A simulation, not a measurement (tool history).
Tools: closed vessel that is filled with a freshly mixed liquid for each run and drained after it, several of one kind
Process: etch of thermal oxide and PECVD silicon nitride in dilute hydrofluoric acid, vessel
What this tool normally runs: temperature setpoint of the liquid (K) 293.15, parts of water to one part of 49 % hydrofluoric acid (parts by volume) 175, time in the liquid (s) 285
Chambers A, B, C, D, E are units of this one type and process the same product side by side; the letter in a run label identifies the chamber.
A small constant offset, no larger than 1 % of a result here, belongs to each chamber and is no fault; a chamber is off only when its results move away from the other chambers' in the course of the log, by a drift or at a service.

run,hour,temperature setpoint of the liquid (K),parts of water to one part of 49 % hydrofluoric acid (parts by volume),time in the liquid (s),"read-back film thickness of the thermal oxide reference wafer, read on the same gauge (nm)","read-back film thickness of the PECVD silicon nitride reference wafer, read on the same gauge (nm)",thickness taken off the thermal oxide on a monitor wafer (angstrom),thickness taken off the PECVD silicon nitride on a monitor wafer (angstrom)
# hour 3.1: chamber A: thermometer replaced
1C,4.8,293.15,175,285,40.011,80.012,58.990,71.745
2B,15.0,293.15,175,285,40.005,80.010,58.567,70.999
3E,24.1,293.15,175,285,40.007,80.026,58.690,71.466
4D,31.8,293.15,175,285,39.997,79.986,58.971,70.993
5A,41.7,293.15,175,285,40.025,79.976,58.400,71.155
6A,51.9,293.15,175,285,39.986,79.993,58.293,71.362
7C,61.1,293.15,175,285,40.007,79.973,58.932,71.478
8E,66.0,293.15,175,285,39.963,79.981,58.749,71.935
9B,71.8,295.15,240,285,39.989,79.969,43.321,59.913
10D,78.4,295.15,240,285,40.005,80.021,43.399,59.539
11A,87.6,295.15,240,285,40.006,80.045,43.086,60.649
12B,95.8,295.15,240,285,39.997,79.997,43.114,59.786
# hour 96.8: chamber D: hydrofluoric acid flow meter replaced
13D,102.9,295.15,240,285,40.032,80.003,43.581,59.710
14E,109.9,293.15,175,285,39.991,79.976,58.706,71.915
15C,117.2,293.15,175,285,40.007,80.040,58.279,72.012
16D,126.0,293.15,175,285,40.025,79.982,58.688,71.171
17C,135.3,293.15,175,285,40.014,80.030,58.991,71.907
18E,143.8,293.15,175,285,40.019,80.036,58.740,71.965
19A,151.7,293.15,175,285,39.994,79.974,58.118,70.870
20B,161.4,293.15,175,285,39.995,79.997,58.732,71.013
21A,171.5,293.15,175,285,40.001,80.009,57.920,70.800
22C,181.9,293.15,175,285,40.017,79.973,58.566,71.470
23B,188.4,293.15,175,285,40.005,79.969,58.708,70.877
24D,195.7,293.15,175,285,40.008,80.027,58.774,70.552
25E,204.4,293.15,175,285,39.994,79.944,58.878,71.242
# hour 207.7: chamber C: hydrofluoric acid flow meter replaced
26A,211.2,293.15,175,285,40.014,79.917,58.504,70.903
27E,219.8,293.15,175,285,39.983,80.021,58.550,71.827
28D,227.7,293.15,175,285,40.010,80.010,58.587,71.386
29B,237.3,293.15,175,285,39.991,79.993,58.739,72.196
30C,247.5,293.15,175,285,39.979,80.010,59.178,72.023
31B,253.4,293.15,175,285,40.012,79.987,58.871,70.472
32C,260.6,293.15,175,285,40.000,80.042,58.801,72.209
33A,266.5,293.15,175,285,40.000,80.008,58.459,71.169
34D,274.9,293.15,175,285,40.001,80.000,58.966,70.697
35E,280.0,293.15,175,285,39.985,79.994,58.409,71.676
36E,286.7,293.15,175,285,40.020,80.039,58.660,72.666
37C,294.4,293.15,175,285,39.998,79.998,58.916,72.375

Next, all 5 chambers run the settings below, one line each with question marks for the results. What does each chamber give?
38A,301.9,293.15,225,285,,,?,?
38B,301.9,293.15,225,285,,,?,?
38C,301.9,293.15,225,285,,,?,?
38D,301.9,293.15,225,285,,,?,?
38E,301.9,293.15,225,285,,,?,?

run,thickness taken off the thermal oxide on a monitor wafer (angstrom),thickness taken off the PECVD silicon nitride on a monitor wafer (angstrom)
38A,43.360,56.554
38B,43.597,55.909
38C,43.799,55.840
38D,43.737,55.693
38E,43.332,56.674
